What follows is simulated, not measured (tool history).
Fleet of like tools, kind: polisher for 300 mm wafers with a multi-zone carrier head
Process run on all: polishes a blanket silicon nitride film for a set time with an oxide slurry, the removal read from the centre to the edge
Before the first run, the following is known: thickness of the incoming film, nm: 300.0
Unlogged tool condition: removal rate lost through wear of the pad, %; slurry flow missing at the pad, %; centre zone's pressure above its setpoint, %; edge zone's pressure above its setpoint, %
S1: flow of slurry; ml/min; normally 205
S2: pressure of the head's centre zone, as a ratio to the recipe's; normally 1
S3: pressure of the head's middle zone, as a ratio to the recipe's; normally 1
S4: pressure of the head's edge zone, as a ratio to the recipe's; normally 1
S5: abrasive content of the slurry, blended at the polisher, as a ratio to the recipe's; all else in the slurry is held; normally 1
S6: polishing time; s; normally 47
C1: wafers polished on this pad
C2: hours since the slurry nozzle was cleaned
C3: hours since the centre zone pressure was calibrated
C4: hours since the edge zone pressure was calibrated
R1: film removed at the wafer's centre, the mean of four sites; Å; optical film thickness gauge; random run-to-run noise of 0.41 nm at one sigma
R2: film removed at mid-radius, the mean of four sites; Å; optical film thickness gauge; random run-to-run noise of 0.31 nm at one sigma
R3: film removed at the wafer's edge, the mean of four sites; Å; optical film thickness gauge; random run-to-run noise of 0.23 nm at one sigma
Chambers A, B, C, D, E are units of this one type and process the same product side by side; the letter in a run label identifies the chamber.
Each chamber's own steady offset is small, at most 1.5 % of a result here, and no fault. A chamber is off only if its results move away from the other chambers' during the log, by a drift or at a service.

{"run": "1E", "hour": 5.4, "S1": 205, "S2": 1, "S3": 1, "S4": 1, "S5": 1, "S6": 47, "C1": 518, "C2": 192.4, "C3": 1298.2, "C4": 270.9, "R1": 315.02, "R2": 312.75, "R3": 315}
{"hour": 7.9, "done": "chamber B: slurry nozzle cleaned"}
{"run": "2D", "hour": 14.3, "S1": 205, "S2": 1, "S3": 1, "S4": 1, "S5": 1, "S6": 47, "C1": 317, "C2": 144, "C3": 755, "C4": 438.8, "R1": 310.67, "R2": 315.82, "R3": 322.87}
{"hour": 14.6, "done": "chamber B: worn pad replaced by a new one"}
{"run": "3B", "hour": 21.1, "S1": 205, "S2": 1, "S3": 1, "S4": 1, "S5": 1, "S6": 47, "C1": 81, "C2": 13.2, "C3": 57.7, "C4": 372.9, "R1": 318.99, "R2": 312.84, "R3": 317.48}
{"run": "4A", "hour": 31.7, "S1": 205, "S2": 1, "S3": 1, "S4": 1, "S5": 1, "S6": 47, "C1": 556, "C2": 429.5, "C3": 610.4, "C4": 734.2, "R1": 313.09, "R2": 319.18, "R3": 314.73}
{"run": "5C", "hour": 37.8, "S1": 205, "S2": 1, "S3": 1, "S4": 1, "S5": 1, "S6": 47, "C1": 797, "C2": 293.5, "C3": 604.8, "C4": 107.1, "R1": 315.21, "R2": 315.02, "R3": 319.8}
{"run": "6A", "hour": 46.8, "S1": 205, "S2": 1, "S3": 1, "S4": 1, "S5": 1, "S6": 47, "C1": 743, "C2": 444.6, "C3": 625.5, "C4": 749.3, "R1": 323.2, "R2": 319.23, "R3": 309.9}
{"hour": 50.7, "done": "chamber A: worn pad replaced by a new one"}
{"run": "7E", "hour": 53.1, "S1": 235, "S2": 1, "S3": 1, "S4": 1, "S5": 1, "S6": 41, "C1": 1108, "C2": 240.1, "C3": 1345.9, "C4": 318.6, "R1": 282.58, "R2": 283.08, "R3": 278.8}
{"hour": 53.6, "done": "chamber E: worn pad replaced by a new one"}
{"hour": 57.7, "done": "chamber D: slurry nozzle cleaned"}
{"hour": 62.5, "done": "chamber E: centre zone pressure recalibrated"}
{"run": "8C", "hour": 62.9, "S1": 235, "S2": 1, "S3": 1, "S4": 1, "S5": 1, "S6": 41, "C1": 1108, "C2": 318.6, "C3": 629.9, "C4": 132.2, "R1": 288.16, "R2": 285.38, "R3": 277.42}
{"run": "9B", "hour": 68.7, "S1": 235, "S2": 1, "S3": 1, "S4": 1, "S5": 1, "S6": 41, "C1": 670, "C2": 60.8, "C3": 105.3, "C4": 420.5, "R1": 280.91, "R2": 281.2, "R3": 278.51}
{"hour": 72.8, "done": "chamber C: worn pad replaced by a new one"}
{"hour": 77.0, "done": "chamber A: edge zone pressure recalibrated"}
{"run": "10D", "hour": 77.0, "S1": 235, "S2": 1, "S3": 1, "S4": 1, "S5": 1, "S6": 41, "C1": 1093, "C2": 19.3, "C3": 817.7, "C4": 501.5, "R1": 276.13, "R2": 274.73, "R3": 284.34}
{"hour": 79.5, "done": "chamber B: worn pad replaced by a new one"}
{"hour": 85.5, "done": "chamber D: worn pad replaced by a new one"}
{"run": "11E", "hour": 88.8, "S1": 235, "S2": 1, "S3": 1, "S4": 1, "S5": 1, "S6": 41, "C1": 436, "C2": 275.8, "C3": 26.4, "C4": 354.3, "R1": 282.05, "R2": 279.79, "R3": 278.15}
{"run": "12B", "hour": 97.9, "S1": 205, "S2": 1, "S3": 1, "S4": 1, "S5": 1, "S6": 47, "C1": 228, "C2": 90, "C3": 134.5, "C4": 449.7, "R1": 320.43, "R2": 320.11, "R3": 315.48}
{"run": "13A", "hour": 104.7, "S1": 205, "S2": 1, "S3": 1, "S4": 1, "S5": 1, "S6": 47, "C1": 669, "C2": 502.5, "C3": 683.4, "C4": 27.7, "R1": 319.33, "R2": 314.04, "R3": 314.89}
{"run": "14D", "hour": 115.8, "S1": 205, "S2": 1, "S3": 1, "S4": 1, "S5": 1, "S6": 47, "C1": 375, "C2": 58.1, "C3": 856.5, "C4": 540.3, "R1": 323.42, "R2": 315.8, "R3": 320.77}
{"run": "15C", "hour": 123.5, "S1": 205, "S2": 1, "S3": 1, "S4": 1, "S5": 1, "S6": 47, "C1": 628, "C2": 379.2, "C3": 690.5, "C4": 192.8, "R1": 313.53, "R2": 318.76, "R3": 317.08}
{"hour": 130.4, "done": "chamber A: worn pad replaced by a new one"}
{"run": "16C", "hour": 131.5, "S1": 205, "S2": 1, "S3": 1, "S4": 1, "S5": 1, "S6": 47, "C1": 727, "C2": 387.2, "C3": 698.5, "C4": 200.8, "R1": 320.18, "R2": 322.3, "R3": 317.46}
{"hour": 139.7, "done": "chamber E: worn pad replaced by a new one"}
{"run": "17B", "hour": 141.6, "S1": 205, "S2": 1, "S3": 1, "S4": 1, "S5": 1, "S6": 47, "C1": 770, "C2": 133.7, "C3": 178.2, "C4": 493.4, "R1": 306.28, "R2": 319.11, "R3": 318.12}
{"run": "18A", "hour": 148.4, "S1": 205, "S2": 1, "S3": 1, "S4": 1, "S5": 1, "S6": 47, "C1": 224, "C2": 546.2, "C3": 727.1, "C4": 71.4, "R1": 320.26, "R2": 317.98, "R3": 312.77}
{"hour": 156.7, "done": "chamber B: worn pad replaced by a new one"}
{"run": "19E", "hour": 158.6, "S1": 205, "S2": 1, "S3": 1, "S4": 1, "S5": 1, "S6": 47, "C1": 234, "C2": 345.6, "C3": 96.2, "C4": 424.1, "R1": 320.54, "R2": 314.9, "R3": 315.65}
{"hour": 158.9, "done": "chamber C: worn pad replaced by a new one"}
{"run": "20D", "hour": 169.9, "S1": 175, "S2": 1, "S3": 1.08, "S4": 1, "S5": 1, "S6": 47, "C1": 1045, "C2": 112.2, "C3": 910.6, "C4": 594.4, "R1": 305.57, "R2": 328.78, "R3": 314.78}
{"hour": 173.9, "done": "chamber E: slurry nozzle cleaned"}
{"run": "21A", "hour": 178.2, "S1": 175, "S2": 1, "S3": 1.08, "S4": 1, "S5": 1, "S6": 47, "C1": 593, "C2": 576, "C3": 756.9, "C4": 101.2, "R1": 308.36, "R2": 336.89, "R3": 308.1}
{"run": "22C", "hour": 184.1, "S1": 175, "S2": 1, "S3": 1.08, "S4": 1, "S5": 1, "S6": 47, "C1": 312, "C2": 439.8, "C3": 751.1, "C4": 253.4, "R1": 308.33, "R2": 333.98, "R3": 317.54}
{"hour": 188.4, "done": "chamber D: worn pad replaced by a new one"}
{"run": "23B", "hour": 190.4, "S1": 175, "S2": 1, "S3": 1.08, "S4": 1, "S5": 1, "S6": 47, "C1": 417, "C2": 182.5, "C3": 227, "C4": 542.2, "R1": 304.02, "R2": 330.95, "R3": 310.04}
{"run": "24E", "hour": 196.1, "S1": 175, "S2": 1, "S3": 1.08, "S4": 1, "S5": 1, "S6": 47, "C1": 699, "C2": 22.3, "C3": 133.7, "C4": 461.6, "R1": 311.17, "R2": 336.7, "R3": 306.54}
{"hour": 197.3, "done": "chamber B: edge zone pressure recalibrated"}
{"hour": 199.5, "done": "chamber A: worn pad replaced by a new one"}
{"run": "25D", "hour": 208.0, "S1": 205, "S2": 1, "S3": 1, "S4": 1, "S5": 1, "S6": 47, "C1": 243, "C2": 150.3, "C3": 948.7, "C4": 632.5, "R1": 317.29, "R2": 321.94, "R3": 318.99}
{"run": "26C", "hour": 218.0, "S1": 205, "S2": 1, "S3": 0.89, "S4": 1, "S5": 1, "S6": 47, "C1": 732, "C2": 473.7, "C3": 785, "C4": 287.3, "R1": 314.89, "R2": 286.96, "R3": 318.07}
{"run": "27B", "hour": 224.6, "S1": 205, "S2": 1, "S3": 0.89, "S4": 1, "S5": 1, "S6": 47, "C1": 841, "C2": 216.7, "C3": 261.2, "C4": 27.4, "R1": 322.61, "R2": 286.56, "R3": 315.47}
{"hour": 225.4, "done": "chamber E: worn pad replaced by a new one"}
{"run": "28E", "hour": 233.1, "S1": 205, "S2": 1, "S3": 0.89, "S4": 1, "S5": 1, "S6": 47, "C1": 95, "C2": 59.3, "C3": 170.7, "C4": 498.6, "R1": 318.91, "R2": 286.34, "R3": 317.33}
{"hour": 234.3, "done": "chamber B: worn pad replaced by a new one"}
{"run": "29A", "hour": 238.5, "S1": 205, "S2": 1, "S3": 0.89, "S4": 1, "S5": 1, "S6": 47, "C1": 483, "C2": 636.3, "C3": 817.2, "C4": 161.5, "R1": 319.36, "R2": 283.18, "R3": 315.62}
{"run": "30D", "hour": 244.5, "S1": 205, "S2": 1, "S3": 0.89, "S4": 1, "S5": 1, "S6": 47, "C1": 695, "C2": 186.8, "C3": 985.2, "C4": 669, "R1": 308.4, "R2": 285.78, "R3": 318.31}
{"run": "31A", "hour": 252.9, "S1": 205, "S2": 1, "S3": 1, "S4": 1, "S5": 1, "S6": 47, "C1": 662, "C2": 650.7, "C3": 831.6, "C4": 175.9, "R1": 316.89, "R2": 317.69, "R3": 313.33}
{"hour": 254.9, "done": "chamber C: worn pad replaced by a new one"}
{"run": "32D", "hour": 261.4, "S1": 205, "S2": 1, "S3": 1, "S4": 1, "S5": 1, "S6": 47, "C1": 905, "C2": 203.7, "C3": 1002.1, "C4": 685.9, "R1": 311.36, "R2": 320.35, "R3": 321.34}
{"hour": 264.9, "done": "chamber A: worn pad replaced by a new one"}
{"hour": 266.0, "done": "chamber D: centre zone pressure recalibrated"}
{"run": "33B", "hour": 267.0, "S1": 205, "S2": 0.91, "S3": 1, "S4": 0.95, "S5": 1, "S6": 47, "C1": 405, "C2": 259.1, "C3": 303.6, "C4": 69.8, "R1": 286.9, "R2": 315.92, "R3": 305.76}
{"run": "34C", "hour": 273.5, "S1": 205, "S2": 0.91, "S3": 1, "S4": 0.95, "S5": 1, "S6": 47, "C1": 230, "C2": 529.2, "C3": 840.5, "C4": 342.8, "R1": 283.14, "R2": 318.57, "R3": 311.35}
{"hour": 279.3, "done": "chamber D: worn pad replaced by a new one"}
{"run": "35E", "hour": 279.9, "S1": 205, "S2": 0.91, "S3": 1, "S4": 0.95, "S5": 1, "S6": 47, "C1": 675, "C2": 106.1, "C3": 217.5, "C4": 545.4, "R1": 286.75, "R2": 317.14, "R3": 303.32}
{"hour": 290.5, "done": "chamber A: slurry nozzle cleaned"}
{"run": "36D", "hour": 291.4, "S1": 205, "S2": 0.91, "S3": 1, "S4": 0.95, "S5": 1, "S6": 47, "C1": 150, "C2": 233.7, "C3": 25.4, "C4": 715.9, "R1": 285.25, "R2": 321.43, "R3": 311.36}
{"hour": 296.4, "done": "chamber D: slurry nozzle cleaned"}
{"run": "37C", "hour": 297.9, "S1": 205, "S2": 0.91, "S3": 1, "S4": 0.95, "S5": 1, "S6": 47, "C1": 532, "C2": 553.6, "C3": 864.9, "C4": 367.2, "R1": 279.52, "R2": 319.22, "R3": 311.79}
{"hour": 298.0, "done": "chamber B: centre zone pressure recalibrated"}
{"run": "38B", "hour": 305.2, "S1": 205, "S2": 1, "S3": 1, "S4": 1, "S5": 1, "S6": 47, "C1": 878, "C2": 297.3, "C3": 7.2, "C4": 108, "R1": 316.44, "R2": 314.05, "R3": 317.92}
{"hour": 316.6, "done": "chamber B: worn pad replaced by a new one"}
{"run": "39A", "hour": 317.1, "S1": 205, "S2": 1, "S3": 1, "S4": 1, "S5": 1, "S6": 47, "C1": 646, "C2": 26.7, "C3": 895.8, "C4": 240.1, "R1": 316.83, "R2": 321.21, "R3": 312.95}
{"run": "40E", "hour": 322.6, "S1": 205, "S2": 1, "S3": 1, "S4": 1, "S5": 1, "S6": 47, "C1": 1204, "C2": 148.8, "C3": 260.2, "C4": 588.1, "R1": 328.02, "R2": 319.04, "R3": 316.13}
{"hour": 325.5, "done": "chamber E: worn pad replaced by a new one"}
{"run": "41B", "hour": 333.0, "S1": 205, "S2": 1, "S3": 1, "S4": 1, "S5": 1, "S6": 47, "C1": 204, "C2": 325.1, "C3": 35, "C4": 135.8, "R1": 315.42, "R2": 316.01, "R3": 316.81}
{"run": "42D", "hour": 342.3, "S1": 205, "S2": 1, "S3": 1, "S4": 1, "S5": 1, "S6": 47, "C1": 780, "C2": 45.9, "C3": 76.3, "C4": 766.8, "R1": 315.02, "R2": 313.41, "R3": 324.89}
{"run": "43C", "hour": 347.8, "S1": 205, "S2": 1, "S3": 1, "S4": 1, "S5": 1, "S6": 47, "C1": 1150, "C2": 603.5, "C3": 914.8, "C4": 417.1, "R1": 311.2, "R2": 320.3, "R3": 319.73}
{"run": "44E", "hour": 359.0, "S1": 205, "S2": 1, "S3": 1, "S4": 1, "S5": 1, "S6": 47, "C1": 415, "C2": 185.2, "C3": 296.6, "C4": 624.5, "R1": 320.37, "R2": 316.28, "R3": 312.33}

Is one chamber off against the others, does the gauge drift, or is nothing wrong? If a chamber is off, say which, and what the likeliest cause is.

The fleet is healthy, with each chamber sitting at its usual small offset and no drift in the gauge.
